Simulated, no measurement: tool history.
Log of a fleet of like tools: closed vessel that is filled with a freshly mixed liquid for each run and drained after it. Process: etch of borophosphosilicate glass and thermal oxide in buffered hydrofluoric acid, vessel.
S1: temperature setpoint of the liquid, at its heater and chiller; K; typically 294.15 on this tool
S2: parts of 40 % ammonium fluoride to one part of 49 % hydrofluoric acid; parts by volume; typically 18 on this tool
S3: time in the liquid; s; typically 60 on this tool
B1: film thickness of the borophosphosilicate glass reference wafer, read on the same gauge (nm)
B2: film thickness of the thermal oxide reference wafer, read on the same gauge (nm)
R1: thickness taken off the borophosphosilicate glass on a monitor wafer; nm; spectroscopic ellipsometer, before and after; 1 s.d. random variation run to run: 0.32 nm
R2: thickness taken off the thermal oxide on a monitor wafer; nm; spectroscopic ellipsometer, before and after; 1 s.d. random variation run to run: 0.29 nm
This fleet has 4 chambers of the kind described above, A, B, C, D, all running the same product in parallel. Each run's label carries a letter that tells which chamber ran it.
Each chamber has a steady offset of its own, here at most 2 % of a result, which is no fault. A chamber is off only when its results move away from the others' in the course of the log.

run   hour      S1    S2  S3      B1      B2      R1      R2
 1A    5.9  294.15    18  60  70.014  60.001  64.177  33.191
 2B   12.3  294.15    18  60  70.023  60.011  63.093  33.381
 3D   16.3  294.15    18  60  69.948  59.989  63.208  33.934
 4C   21.4  294.15    18  60  70.008  60.001  64.367  33.753
 5A   26.2  294.15    18  60   69.99  60.006   64.36  33.607
 6B   31.1  294.15    18  60  70.013  60.003  63.292  34.006
 7D   34.4  294.15    18  60  70.038  60.003   63.38  33.346
 8C   40.6  294.15  24.5  30  70.012  60.001  25.167  13.263
 9A     44  294.15  24.5  30  70.023  59.995  25.189  13.161
10D   47.2  294.15  24.5  30  69.969  60.005  24.911  13.095
11C     51  294.15  24.5  30  70.034  59.984  25.254  13.236
12B   57.3  294.15    18  60  70.035  59.999  63.196  33.833
13C   62.1  294.15    18  60  70.032  60.011  64.719  33.509
14D   67.1  294.15    18  60  69.994  59.999  63.243  33.201
15B   70.9  294.15    18  80  69.968  59.992  84.843  44.631
16A   74.4  294.15    18  80  69.953  59.993  85.344  44.582
17D   79.5  294.15    18  80  69.992  60.007    84.6  44.446
18A   85.6  294.15    18  80  70.019  60.001  85.646  44.595
19C     90  290.65    18  60  70.004      60  53.507  28.187
20B   94.1  290.65    18  60  70.034  59.996  52.232  28.217
21D   98.8  290.65    18  60  69.984  60.008   52.53  27.512
22C  104.4  290.65    18  60  69.991   59.98  53.046  27.956
23A  107.9  294.15    18  60  70.012  59.999  63.714  32.859
24B  113.8  294.15    18  60  70.006  59.993  63.487  33.698
25A  120.2  294.15    18  60  70.041  60.015  63.821  33.619
26D    126  294.15    18  60  70.021   60.02  63.709  33.541
27C  131.8  296.65    18  60  69.998   60.02  73.282  38.999
28B  135.7  296.65    18  60  69.946  59.985  72.704  38.255
29D  141.6  296.65    18  60  70.032  60.012  72.067  39.227
30B  148.2  296.65    18  60  69.999  59.991  72.963  38.423
31C  154.4  294.15    18  60  69.996      60      64   33.92
32A  159.6  294.15    18  60  70.005  60.014  64.014  33.108
33B  163.3  294.15    18  60  70.053  60.006  63.116  33.345
34A  168.3  294.15    21  60  70.006  60.009  55.764  29.096
35D  171.7  294.15    21  60  70.002  59.994  55.013  28.974
       176  -- chamber A: hydrofluoric acid flow meter replaced
36C  176.4  294.15    21  60      70  60.002  56.266  29.584
37C  179.7  294.15    21  60  69.979  60.003  56.338  29.293
38B  182.9  294.15    18  60  69.949  60.001  63.131   33.85
39D    187  294.15  14.5  60  70.006  59.985  78.823   41.42
40A    190  294.15  14.5  60  70.041  59.989  78.878  40.873
41C  195.5  294.15  14.5  60  69.977  60.005  79.463  41.666
42B  200.1  294.15  14.5  60  70.027  59.983  78.213  41.506

Read the log: is a single chamber off, either drifting away or since a service, is the gauge that measures every chamber drifting, or is nothing wrong beyond small per-chamber offsets? Name any odd chamber and what most likely caused it.

Neither any chamber nor the gauge drifts; the chambers differ only by their own small, steady offsets.
